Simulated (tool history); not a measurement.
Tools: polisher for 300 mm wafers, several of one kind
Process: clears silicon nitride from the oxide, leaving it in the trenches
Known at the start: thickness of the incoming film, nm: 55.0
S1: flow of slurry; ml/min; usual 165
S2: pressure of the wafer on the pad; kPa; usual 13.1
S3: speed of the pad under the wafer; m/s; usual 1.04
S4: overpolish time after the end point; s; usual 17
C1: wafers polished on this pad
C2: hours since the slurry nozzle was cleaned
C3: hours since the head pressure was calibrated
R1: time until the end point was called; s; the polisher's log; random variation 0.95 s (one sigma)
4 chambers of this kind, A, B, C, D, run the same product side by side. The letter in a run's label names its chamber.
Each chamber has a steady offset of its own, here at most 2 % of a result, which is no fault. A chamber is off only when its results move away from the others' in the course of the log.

run 1C hour=11.4 | S1=165 S2=13.1 S3=1.04 S4=17 | C1=928 C2=255.2 C3=254.8 | R1=87.102
run 2D hour=20.6 | S1=165 S2=13.1 S3=1.04 S4=17 | C1=899 C2=214.6 C3=654.2 | R1=86.431
run 3B hour=32.7 | S1=165 S2=13.1 S3=1.04 S4=17 | C1=821 C2=417.3 C3=415.3 | R1=86.221
-- hour=40.1 chamber D: worn pad replaced by a new one
run 4A hour=44.3 | S1=165 S2=13.1 S3=1.04 S4=17 | C1=542 C2=78.4 C3=208.2 | R1=86.543
run 5A hour=50.6 | S1=165 S2=13.1 S3=1.04 S4=17 | C1=579 C2=84.7 C3=214.5 | R1=86.818
-- hour=58 chamber A: worn pad replaced by a new one
run 6C hour=58.2 | S1=165 S2=13.1 S3=1.16 S4=20 | C1=1199 C2=302 C3=301.6 | R1=80.198
run 7D hour=68 | S1=165 S2=13.1 S3=1.16 S4=20 | C1=161 C2=262 C3=701.6 | R1=78.126
run 8B hour=73.3 | S1=165 S2=13.1 S3=1.16 S4=20 | C1=1057 C2=457.9 C3=455.9 | R1=77.768
run 9C hour=79 | S1=165 S2=13.1 S3=1.16 S4=20 | C1=1320 C2=322.8 C3=322.4 | R1=80.508
-- hour=80.8 chamber C: worn pad replaced by a new one
run 10A hour=86.3 | S1=165 S2=13.1 S3=1.04 S4=17 | C1=164 C2=120.4 C3=250.2 | R1=86.68
run 11D hour=94.9 | S1=165 S2=13.1 S3=1.04 S4=17 | C1=317 C2=288.9 C3=728.5 | R1=83.833
run 12B hour=100.9 | S1=165 S2=13.1 S3=1.04 S4=17 | C1=1217 C2=485.5 C3=483.5 | R1=87.5
run 13C hour=111.2 | S1=165 S2=13.1 S3=1.04 S4=17 | C1=176 C2=355 C3=354.6 | R1=86.782
run 14B hour=117.7 | S1=165 S2=13.1 S3=1.04 S4=17 | C1=1314 C2=502.3 C3=500.3 | R1=89.262
run 15D hour=124.5 | S1=165 S2=17.2 S3=1.04 S4=17 | C1=489 C2=318.5 C3=758.1 | R1=64.427
run 16A hour=135.3 | S1=165 S2=17.2 S3=1.04 S4=17 | C1=448 C2=169.4 C3=299.2 | R1=65.283
run 17C hour=145.3 | S1=165 S2=17.2 S3=1.04 S4=17 | C1=374 C2=389.1 C3=388.7 | R1=67.634
run 18B hour=155.8 | S1=165 S2=17.2 S3=1.04 S4=17 | C1=1535 C2=540.4 C3=538.4 | R1=68.542
run 19D hour=164.3 | S1=165 S2=13.1 S3=1.04 S4=17 | C1=720 C2=358.3 C3=797.9 | R1=87.041
-- hour=168.8 chamber A: worn pad replaced by a new one
run 20A hour=174.1 | S1=165 S2=13.1 S3=1.04 S4=17 | C1=30 C2=208.2 C3=338 | R1=85.216
-- hour=176.7 chamber C: slurry nozzle cleaned
-- hour=177.8 chamber B: worn pad replaced by a new one
run 21C hour=185.4 | S1=165 S2=13.1 S3=1.04 S4=17 | C1=606 C2=8.8 C3=428.8 | R1=87.987
run 22A hour=196.2 | S1=165 S2=13.1 S3=1.04 S4=17 | C1=158 C2=230.3 C3=360.1 | R1=85.651
run 23B hour=208.2 | S1=165 S2=13.1 S3=1.04 S4=17 | C1=176 C2=592.8 C3=590.8 | R1=88.046
run 24D hour=214.7 | S1=165 S2=13.1 S3=1.04 S4=17 | C1=1012 C2=408.7 C3=848.3 | R1=86.764
-- hour=219.4 chamber D: worn pad replaced by a new one
run 25B hour=226.3 | S1=165 S2=13.1 S3=1.04 S4=17 | C1=281 C2=610.9 C3=608.9 | R1=89.968
run 26C hour=236.6 | S1=165 S2=15.9 S3=0.82 S4=17 | C1=903 C2=60 C3=480 | R1=91.569
run 27A hour=242 | S1=165 S2=15.9 S3=0.82 S4=17 | C1=424 C2=276.1 C3=405.9 | R1=88.683
-- hour=244.7 chamber A: slurry nozzle cleaned
run 28D hour=253.8 | S1=165 S2=15.9 S3=0.82 S4=17 | C1=200 C2=447.8 C3=887.4 | R1=89.981
run 29C hour=262.6 | S1=165 S2=15.9 S3=0.82 S4=17 | C1=1054 C2=86 C3=506 | R1=90.654
run 30B hour=272.2 | S1=165 S2=13.1 S3=1.04 S4=17 | C1=548 C2=656.8 C3=654.8 | R1=93.269
run 31D hour=283.5 | S1=140 S2=13.1 S3=1.38 S4=17 | C1=372 C2=477.5 C3=917.1 | R1=66.353
-- hour=285.1 chamber A: worn pad replaced by a new one
run 32A hour=295.1 | S1=140 S2=13.1 S3=1.38 S4=17 | C1=58 C2=50.4 C3=459 | R1=66.568
run 33B hour=304.5 | S1=140 S2=13.1 S3=1.38 S4=17 | C1=735 C2=689.1 C3=687.1 | R1=72.429
run 34A hour=310.7 | S1=140 S2=13.1 S3=1.38 S4=17 | C1=148 C2=66 C3=474.6 | R1=67.039
run 35C hour=318.7 | S1=165 S2=13.1 S3=1.04 S4=17 | C1=1380 C2=142.1 C3=562.1 | R1=88.047
run 36D hour=326.2 | S1=165 S2=13.1 S3=1.04 S4=17 | C1=619 C2=520.2 C3=959.8 | R1=84.835
-- hour=331 chamber C: worn pad replaced by a new one
run 37A hour=332.3 | S1=165 S2=13.1 S3=1.04 S4=17 | C1=273 C2=87.6 C3=496.2 | R1=87.044
run 38C hour=339.8 | S1=165 S2=13.1 S3=1.04 S4=17 | C1=51 C2=163.2 C3=583.2 | R1=88.211
run 39B hour=346.3 | S1=165 S2=13.1 S3=1.04 S4=17 | C1=977 C2=730.9 C3=728.9 | R1=94.674
run 40D hour=352.2 | S1=165 S2=13.1 S3=1.04 S4=17 | C1=770 C2=546.2 C3=985.8 | R1=86.659
run 41C hour=361.2 | S1=165 S2=13.1 S3=1.04 S4=17 | C1=175 C2=184.6 C3=604.6 | R1=87.057

Is one chamber off against the others, does the gauge drift, or is nothing wrong? If a chamber is off, say which, and what the likeliest cause is.

Chamber B drifts away from the others.
Cause: slurry flow missing at the pad, % = 37.3.
The log may not tell that from: head's pressure below its setpoint, %.

Here are 4 candidates for chamber B's next run, each the usual settings with a change, their results left as question marks. Which one brings its results back in line with what the others give on the usual settings?
In line means no further than this from the other chambers' mean on the usual settings: R1 3.3 s
run 42B-1 hour=369.9 | S1=170 S2=14.5 S3=1.04 S4=17 | R1=?
run 42B-2 hour=369.9 | S1=165 S2=12.4 S3=1 S4=17 | R1=?
run 42B-3 hour=369.9 | S1=165 S2=13.1 S3=1.06 S4=17 | R1=?
run 42B-4 hour=369.9 | S1=165 S2=13.1 S3=1 S4=17 | R1=?

The other chambers' mean on the usual settings: R1 86.485 s
run=42B-1 R1=85.052
run=42B-2 R1=103.94
run=42B-3 R1=92.928
run=42B-4 R1=98.467
42B-1 brings the chamber back in line.

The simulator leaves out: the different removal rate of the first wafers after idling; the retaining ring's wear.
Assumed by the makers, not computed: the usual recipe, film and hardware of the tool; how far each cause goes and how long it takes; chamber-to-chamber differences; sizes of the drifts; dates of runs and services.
